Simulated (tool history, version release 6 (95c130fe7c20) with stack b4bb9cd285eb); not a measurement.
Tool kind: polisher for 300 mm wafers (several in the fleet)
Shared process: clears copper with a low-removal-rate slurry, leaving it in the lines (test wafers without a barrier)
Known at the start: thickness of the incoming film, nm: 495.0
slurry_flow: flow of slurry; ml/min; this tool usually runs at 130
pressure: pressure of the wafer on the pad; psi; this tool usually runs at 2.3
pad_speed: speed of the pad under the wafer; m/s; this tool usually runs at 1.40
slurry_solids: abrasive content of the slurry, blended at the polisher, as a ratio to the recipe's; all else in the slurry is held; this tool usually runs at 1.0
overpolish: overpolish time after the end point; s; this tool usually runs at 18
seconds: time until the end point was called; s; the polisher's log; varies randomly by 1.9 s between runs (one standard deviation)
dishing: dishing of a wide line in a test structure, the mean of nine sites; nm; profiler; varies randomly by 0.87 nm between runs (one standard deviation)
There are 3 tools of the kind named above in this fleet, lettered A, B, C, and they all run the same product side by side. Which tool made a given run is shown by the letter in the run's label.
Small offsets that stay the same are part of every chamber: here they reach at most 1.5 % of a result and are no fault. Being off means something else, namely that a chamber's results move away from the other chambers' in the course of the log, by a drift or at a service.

| run | hour | slurry_flow | pressure | pad_speed | slurry_solids | overpolish | wafers polished on this pad | hours since the slurry nozzle was cleaned | hours since the head pressure was calibrated | hours since the slurry blender was calibrated | seconds | dishing |
|---|---|---|---|---|---|---|---|---|---|---|---|---|
| 1B | 7.2 | 130 | 2.3 | 1.40 | 1.0 | 18 | 496 | 551.8 | 386.7 | 238.8 | 131.97 | 44.869 |
|  | 11.6 | chamber B: slurry blender recalibrated |
|  | 15.6 | chamber C: worn pad replaced by a new one |
| 2C | 15.6 | 130 | 2.3 | 1.40 | 1.0 | 18 | 0 | 214.3 | 43.9 | 239.8 | 130.78 | 46.565 |
| 3A | 21.2 | 130 | 2.3 | 1.40 | 1.0 | 18 | 845 | 475.4 | 535.2 | 64.9 | 127.02 | 45.247 |
| 4A | 28.9 | 130 | 2.3 | 1.40 | 1.0 | 18 | 886 | 483.1 | 542.9 | 72.6 | 127.36 | 43.731 |
| 5C | 35.5 | 130 | 2.3 | 1.40 | 1.0 | 18 | 106 | 234.2 | 63.8 | 259.7 | 132.13 | 44.952 |
| 6B | 43.0 | 130 | 2.3 | 1.40 | 1.0 | 18 | 687 | 587.6 | 422.5 | 31.4 | 129.56 | 44.033 |
| 7C | 47.6 | 130 | 1.8 | 1.40 | 1.0 | 18 | 171 | 246.3 | 75.9 | 271.8 | 167.68 | 36.927 |
| 8B | 51.7 | 130 | 1.8 | 1.40 | 1.0 | 18 | 734 | 596.3 | 431.2 | 40.1 | 161.10 | 36.001 |
| 9A | 56.7 | 130 | 1.8 | 1.40 | 1.0 | 18 | 1034 | 510.9 | 570.7 | 100.4 | 160.09 | 36.370 |
|  | 64.0 | chamber A: worn pad replaced by a new one |
| 10A | 64.7 | 175 | 2.3 | 1.40 | 1.0 | 18 | 4 | 518.9 | 578.7 | 108.4 | 121.96 | 47.507 |
| 11B | 73.0 | 175 | 2.3 | 1.40 | 1.0 | 18 | 847 | 617.6 | 452.5 | 61.4 | 123.58 | 48.216 |
|  | 78.8 | chamber B: slurry nozzle cleaned |
| 12C | 81.5 | 175 | 2.3 | 1.40 | 1.0 | 18 | 352 | 280.2 | 109.8 | 305.7 | 123.13 | 48.314 |
| 13C | 85.3 | 130 | 2.3 | 1.74 | 0.8 | 18 | 372 | 284.0 | 113.6 | 309.5 | 111.55 | 51.609 |
|  | 85.4 | chamber A: slurry blender recalibrated |
| 14A | 89.7 | 130 | 2.3 | 1.74 | 0.8 | 18 | 137 | 543.9 | 603.7 | 4.4 | 109.10 | 53.066 |
| 15B | 96.2 | 130 | 2.3 | 1.74 | 0.8 | 18 | 971 | 17.5 | 475.7 | 84.6 | 109.35 | 49.618 |
|  | 101.9 | chamber A: slurry nozzle cleaned |
| 16B | 105.0 | 130 | 2.3 | 1.40 | 1.0 | 18 | 1018 | 26.3 | 484.5 | 93.4 | 126.98 | 45.338 |
| 17C | 111.8 | 100 | 1.5 | 1.40 | 1.0 | 18 | 513 | 310.5 | 140.1 | 336.0 | 228.23 | 27.834 |
| 18A | 120.1 | 100 | 1.5 | 1.40 | 1.0 | 18 | 299 | 18.3 | 634.1 | 34.8 | 203.93 | 28.985 |
| 19A | 126.2 | 100 | 1.5 | 1.40 | 1.0 | 18 | 332 | 24.4 | 640.2 | 40.9 | 203.90 | 29.178 |
| 20C | 131.7 | 130 | 2.3 | 1.40 | 1.0 | 18 | 619 | 330.4 | 160.0 | 355.9 | 139.29 | 42.999 |
| 21B | 136.7 | 130 | 2.3 | 1.40 | 1.0 | 18 | 1187 | 58.0 | 516.2 | 125.1 | 129.96 | 45.737 |

Read the log: is a single chamber off, either drifting away or since a service, is the gauge that measures every chamber drifting, or is nothing wrong beyond small per-chamber offsets? Name any odd chamber and what most likely caused it.

Chamber C drifts away from the others.
Cause: slurry flow missing at the pad, % = 31.3.
From this log alone, it may not be told apart from: removal rate lost through wear of the pad, %; head's pressure below its setpoint, %; abrasive missing from the slurry, %.

Below are 4 candidate recipes for chamber C's next run, each the usual settings with a change, their results shown as question marks. Which of them brings C's results back in line with what the other chambers give on the usual settings?
Counts as in line when no further than this from what the other chambers average on the usual settings: seconds 6.80 s; dishing 3.000 nm
| 22C-1 | 143.0 | 130 | 2.2 | 1.34 | 1.0 | 18 |  |  |  |  | ? | ? |
| 22C-2 | 143.0 | 125 | 2.1 | 1.28 | 1.0 | 19 |  |  |  |  | ? | ? |
| 22C-3 | 143.0 | 130 | 2.4 | 1.46 | 1.0 | 18 |  |  |  |  | ? | ? |
| 22C-4 | 143.0 | 135 | 2.5 | 1.52 | 1.0 | 17 |  |  |  |  | ? | ? |

Other chambers, usual settings, mean: seconds 128.19 s; dishing 45.019 nm
| run | seconds | dishing |
|---|---|---|
| 22C-1 | 154.03 | 39.205 |
| 22C-2 | 170.83 | 37.497 |
| 22C-3 | 129.51 | 45.471 |
| 22C-4 | 118.19 | 46.900 |
22C-3 is the one that brings the chamber's results back in line with the other chambers.
